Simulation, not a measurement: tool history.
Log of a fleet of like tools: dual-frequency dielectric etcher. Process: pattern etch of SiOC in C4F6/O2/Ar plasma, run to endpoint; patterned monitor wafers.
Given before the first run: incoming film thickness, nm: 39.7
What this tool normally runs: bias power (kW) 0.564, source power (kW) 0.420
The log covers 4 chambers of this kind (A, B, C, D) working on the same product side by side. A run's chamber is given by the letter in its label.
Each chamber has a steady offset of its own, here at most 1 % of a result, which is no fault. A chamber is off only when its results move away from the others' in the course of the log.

| run | hour | bias power (kW) | source power (kW) | endpoint time (s) |
|---|---|---|---|---|
| 1B | 7.5 | 0.564 | 0.420 | 12.655 |
| 2A | 13.3 | 0.564 | 0.420 | 12.604 |
| 3C | 21.6 | 0.564 | 0.420 | 12.446 |
| 4D | 28.1 | 0.564 | 0.420 | 12.611 |
| 5A | 33.2 | 0.564 | 0.420 | 12.673 |
| 6C | 41.4 | 0.564 | 0.420 | 12.451 |
| 7B | 49.1 | 0.564 | 0.420 | 12.421 |
| 8D | 55.9 | 0.564 | 0.420 | 12.384 |
| 9A | 64.0 | 0.440 | 0.500 | 13.079 |
| 10C | 71.9 | 0.440 | 0.500 | 12.704 |
| 11B | 76.9 | 0.440 | 0.500 | 12.897 |
| 12D | 82.6 | 0.440 | 0.500 | 12.845 |
| 13C | 86.3 | 0.564 | 0.420 | 12.386 |
| 14D | 94.1 | 0.564 | 0.420 | 12.595 |
| 15A | 100.8 | 0.564 | 0.420 | 12.817 |
| 16B | 105.1 | 0.646 | 0.420 | 11.935 |
| 17B | 112.3 | 0.646 | 0.420 | 11.974 |
| 18D | 120.5 | 0.646 | 0.420 | 11.737 |
| 19A | 126.7 | 0.646 | 0.420 | 12.271 |
| 20C | 131.0 | 0.564 | 0.420 | 12.519 |
| 21A | 136.5 | 0.564 | 0.420 | 12.916 |
| 22C | 142.6 | 0.564 | 0.420 | 12.460 |
| 23B | 146.6 | 0.564 | 0.420 | 12.521 |
|  | 153.6 | chamber B: wet clean of the chamber |
| 24D | 155.1 | 0.564 | 0.420 | 12.427 |
| 25B | 159.3 | 0.564 | 0.420 | 12.538 |
| 26C | 164.6 | 0.564 | 0.420 | 12.384 |
| 27D | 169.2 | 0.564 | 0.420 | 12.404 |
| 28A | 176.6 | 0.564 | 0.420 | 13.021 |
| 29D | 182.3 | 0.564 | 0.470 | 11.966 |
| 30A | 189.4 | 0.564 | 0.470 | 12.615 |
| 31B | 196.1 | 0.564 | 0.470 | 12.056 |

Has any chamber moved away from the others, gradually or after a service, or does the common gauge drift, or do the chambers differ only by their own small steady offsets? State the chamber and the most likely cause if one applies.

It is chamber A that slowly wanders off from its peers.
Likeliest cause: etch rate under this chamber's usual, % = 4.28.

Which of the 4 candidates below, each the usual settings with something changed and its results left as question marks, puts chamber A back in line with what the other chambers give on the usual settings?
In-line tolerance around the mean of the other chambers on the usual settings: endpoint time (s) 0.230
| 32A-1 | 202.3 | 0.644 | 0.420 | ? |
| 32A-2 | 202.3 | 0.475 | 0.360 | ? |
| 32A-3 | 202.3 | 0.667 | 0.490 | ? |
| 32A-4 | 202.3 | 0.484 | 0.420 | ? |

The other chambers' mean on the usual settings: endpoint time (s) 12.516
| run | endpoint time (s) |
|---|---|
| 32A-1 | 12.555 |
| 32A-2 | 14.929 |
| 32A-3 | 11.713 |
| 32A-4 | 14.011 |
Change 32A-1 lands the chamber within the allowed miss of the other chambers.
